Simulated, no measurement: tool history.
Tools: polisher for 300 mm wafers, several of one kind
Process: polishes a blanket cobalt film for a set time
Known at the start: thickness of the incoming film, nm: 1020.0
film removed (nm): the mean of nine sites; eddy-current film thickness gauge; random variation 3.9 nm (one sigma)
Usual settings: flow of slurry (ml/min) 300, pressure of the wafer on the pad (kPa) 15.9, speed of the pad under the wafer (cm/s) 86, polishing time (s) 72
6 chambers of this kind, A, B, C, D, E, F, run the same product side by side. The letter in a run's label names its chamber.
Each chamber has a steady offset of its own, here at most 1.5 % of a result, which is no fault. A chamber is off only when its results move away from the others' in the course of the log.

run	hour	flow of slurry (ml/min)	pressure of the wafer on the pad (kPa)	speed of the pad under the wafer (cm/s)	polishing time (s)	wafers polished on this pad	hours since the slurry nozzle was cleaned	hours since the head pressure was calibrated	film removed (nm)
# hour 4.8: chamber E: worn pad replaced by a new one
1F	10.9	300	15.9	86	72	800	127.3	380.9	295.15
# hour 11.2: chamber E: head pressure recalibrated
# hour 13.7: chamber F: worn pad replaced by a new one
# hour 15.2: chamber C: head pressure recalibrated
2B	16.1	300	15.9	86	72	366	84.5	225.3	306.04
3D	22.8	300	15.9	86	72	1321	292.1	385.2	304.22
# hour 23: chamber D: worn pad replaced by a new one
# hour 26.6: chamber C: worn pad replaced by a new one
# hour 27.9: chamber A: worn pad replaced by a new one
4C	34.1	300	15.9	86	72	97	605	19	301.82
5A	44.2	300	15.9	86	72	210	716.3	1102.8	306.21
# hour 50.9: chamber B: worn pad replaced by a new one
6E	54.1	300	15.9	86	72	635	199.7	43	310.59
7D	65.2	300	15.9	86	72	543	334.5	427.6	301.82
8A	75.2	300	15.9	86	72	609	747.3	1133.8	308.37
9F	80.5	300	15.9	86	72	861	196.9	450.5	299.4
# hour 82.4: chamber A: slurry nozzle cleaned
# hour 84.9: chamber F: worn pad replaced by a new one
10B	89.4	300	15.9	86	72	497	157.8	298.6	303.06
# hour 90.5: chamber A: worn pad replaced by a new one
11E	96.7	300	15.9	86	72	1184	242.3	85.6	302.19
# hour 101.6: chamber C: worn pad replaced by a new one
12C	102.9	300	15.9	86	72	17	673.8	87.8	309.38
13B	111.7	300	15.9	86	86	784	180.1	320.9	359.66
14A	118.9	300	15.9	86	86	367	36.5	1177.5	375.38
# hour 120.5: chamber E: worn pad replaced by a new one
# hour 122.1: chamber D: worn pad replaced by a new one
# hour 122.6: chamber B: worn pad replaced by a new one
15C	125.6	300	15.9	86	86	310	696.5	110.5	364.06
# hour 131: chamber B: slurry nozzle cleaned
16F	131.7	300	15.9	86	86	603	248.1	501.7	362.65
# hour 137.5: chamber C: slurry nozzle cleaned
17E	141.9	300	15.9	86	86	276	287.5	130.8	358.61
# hour 145.4: chamber F: worn pad replaced by a new one
18D	147.9	300	15.9	86	86	333	417.2	510.3	355.79
19D	155.9	300	15.9	86	72	436	425.2	518.3	307.23
# hour 158.1: chamber A: worn pad replaced by a new one
20C	166.6	300	15.9	86	72	838	29.1	151.5	304.49
# hour 171.8: chamber C: worn pad replaced by a new one
21E	176	300	15.9	86	72	715	321.6	164.9	314.77
22B	182.7	300	15.9	86	72	774	51.7	391.9	306.45
# hour 188.5: chamber B: worn pad replaced by a new one
# hour 192.5: chamber D: head pressure recalibrated
23A	193.6	300	15.9	86	72	458	111.2	1252.2	309.61
24F	200.2	300	15.9	86	72	707	316.6	570.2	303.51
25D	207.5	300	15.9	86	72	1100	476.8	15.1	299.56
# hour 209.6: chamber D: worn pad replaced by a new one
# hour 215.7: chamber F: worn pad replaced by a new one
26B	218.8	300	15.9	86	72	390	87.8	428	308.39
# hour 224.5: chamber F: slurry nozzle cleaned
27C	225	300	15.9	86	72	685	87.5	209.9	298.25
# hour 232.5: chamber A: worn pad replaced by a new one
# hour 233.3: chamber C: worn pad replaced by a new one
28A	234.5	300	15.9	86	72	26	152.1	1293.1	304.99
29E	241.2	300	15.9	86	72	1555	386.8	230.1	311.53
# hour 241.5: chamber E: worn pad replaced by a new one
30F	248.1	365	15.9	86	72	418	23.6	618.1	300.27
31D	256	365	15.9	86	72	599	525.3	63.6	306.85
# hour 256.1: chamber B: worn pad replaced by a new one
# hour 260.3: chamber F: head pressure recalibrated
32F	265.3	365	15.9	86	72	640	40.8	5	309.42
# hour 273.8: chamber F: worn pad replaced by a new one
33E	275.6	365	15.9	86	72	439	421.2	264.5	307.35
34C	281.3	365	15.9	86	72	619	143.8	266.2	311.53
# hour 291.3: chamber D: worn pad replaced by a new one
35B	291.7	365	15.9	86	72	459	160.7	500.9	315.87
# hour 295.1: chamber A: worn pad replaced by a new one
# hour 298.7: chamber C: worn pad replaced by a new one
36A	302.4	300	17.9	86	72	94	220	1361	351.14
37D	313.7	300	17.9	86	72	289	583	121.3	339.04
# hour 317.8: chamber B: slurry nozzle cleaned
38B	323.3	300	17.9	86	72	866	5.5	532.5	345.63
39F	329.1	300	17.9	86	72	713	104.6	68.8	340.59
40C	334.6	300	17.9	86	72	463	197.1	319.5	339.63
# hour 336.3: chamber A: head pressure recalibrated
41A	339.5	300	17.9	86	72	572	257.1	3.3	351.51

What goes on in this fleet: one chamber off, a drifting gauge, or nothing beyond the chambers' own small offsets? Name the chamber and the cause, if any.

No chamber stands off beyond its own small offset, and the gauge holds steady.
